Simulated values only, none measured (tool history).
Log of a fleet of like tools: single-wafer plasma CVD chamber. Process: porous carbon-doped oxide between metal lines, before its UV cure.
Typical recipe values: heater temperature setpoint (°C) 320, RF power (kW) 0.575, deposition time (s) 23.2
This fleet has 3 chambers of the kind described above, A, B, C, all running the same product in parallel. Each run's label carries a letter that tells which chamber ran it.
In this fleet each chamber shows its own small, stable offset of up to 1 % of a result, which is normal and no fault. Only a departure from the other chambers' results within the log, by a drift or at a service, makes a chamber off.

run,day,heater temperature setpoint (°C),RF power (kW),deposition time (s),hours since the last thermocouple change,hours since the last RF generator calibration,"read-back reference wafer on the same gauge, thickness_nm",mean film thickness on the monitor wafer (angstrom)
1A,0.183,320,0.575,23.2,2055.3,659.9,143.04,1254.7
2B,0.412,320,0.575,23.2,1088.9,498.6,143.08,1235.1
3C,0.621,320,0.575,23.2,45.0,317.7,142.98,1252.9
4A,0.921,320,0.575,23.2,2073.0,677.6,142.95,1254.9
5C,1.129,320,0.575,23.2,57.2,329.9,143.00,1253.7
6B,1.367,320,0.575,23.2,1111.8,521.5,142.98,1233.3
7A,1.583,331,0.485,23.2,2088.9,693.5,143.04,1064.9
8C,1.867,331,0.485,23.2,74.9,347.6,143.03,1054.3
9B,2.125,331,0.485,23.2,1130.0,539.7,143.04,1045.3
10C,2.362,320,0.655,20.9,86.8,359.5,142.96,1242.3
11A,2.583,320,0.655,20.9,2112.9,717.5,143.08,1232.7
12B,2.883,320,0.655,20.9,1148.2,557.9,143.03,1213.1
13C,3.046,320,0.575,23.2,103.2,375.9,143.01,1252.5
14A,3.204,320,0.575,23.2,2127.8,732.4,142.97,1253.0
15B,3.558,320,0.575,23.2,1164.4,574.1,142.98,1235.9
# day 3.596: chamber A: thermocouple changed; heater temperature recalibrated
16B,3.779,320,0.575,23.2,1169.7,579.4,143.01,1230.6
17C,3.975,320,0.575,23.2,125.5,398.2,142.96,1256.6
18A,4.150,320,0.575,23.2,13.3,755.1,143.02,1286.9
19A,4.342,320,0.575,23.2,17.9,759.7,142.96,1284.0
20B,4.550,320,0.575,23.2,1188.2,597.9,142.96,1236.0
21C,4.883,320,0.575,23.2,147.3,420.0,143.06,1251.1
22C,5.088,320,0.575,23.2,152.2,424.9,143.01,1251.8
23A,5.412,320,0.575,23.2,43.6,785.4,143.01,1286.3
24B,5.675,320,0.575,23.2,1215.2,624.9,142.89,1233.3
25C,5.954,320,0.575,23.2,173.0,445.7,143.00,1250.9
26B,6.154,320,0.575,23.2,1226.7,636.4,142.99,1231.6
27A,6.425,320,0.575,23.2,67.9,809.7,142.94,1284.7
28C,6.588,320,0.575,23.2,188.2,460.9,142.98,1251.3
29B,6.817,320,0.575,23.2,1242.6,652.3,142.87,1233.0
30A,7.092,320,0.575,23.2,83.9,825.7,143.03,1281.5
31B,7.412,320,0.575,23.2,1256.9,666.6,142.99,1233.0
32C,7.658,320,0.575,23.2,213.9,486.6,142.97,1250.9

Decide between three cases: one chamber stands off from its peers, the gauge reading all wafers drifts, or nothing is wrong past each chamber's small offset. Where a chamber is off, say which and what most likely put it there.

The work done on chamber A during a service left it standing apart from the others.
What lies behind it: wafer temperature below the value expected at the setpoint (K) = 5.2.

Which of the 4 candidates below, each the usual settings with something changed and its results left as question marks, puts chamber A back in line with what the other chambers give on the usual settings?
In line here means within this much of the mean the other chambers give on the usual settings: mean film thickness on the monitor wafer (angstrom) 9.9
33A-1,7.921,320,0.545,23.2,,,,?
33A-2,7.921,320,0.580,23.5,,,,?
33A-3,7.921,313,0.575,23.2,,,,?
33A-4,7.921,321,0.575,22.8,,,,?

Mean of the other chambers on the usual settings: mean film thickness on the monitor wafer (angstrom) 1243.0
run,mean film thickness on the monitor wafer (angstrom)
33A-1,1242.1
33A-2,1308.9
33A-3,1334.3
33A-4,1257.7
33A-1 puts the chamber back in line with the other chambers.

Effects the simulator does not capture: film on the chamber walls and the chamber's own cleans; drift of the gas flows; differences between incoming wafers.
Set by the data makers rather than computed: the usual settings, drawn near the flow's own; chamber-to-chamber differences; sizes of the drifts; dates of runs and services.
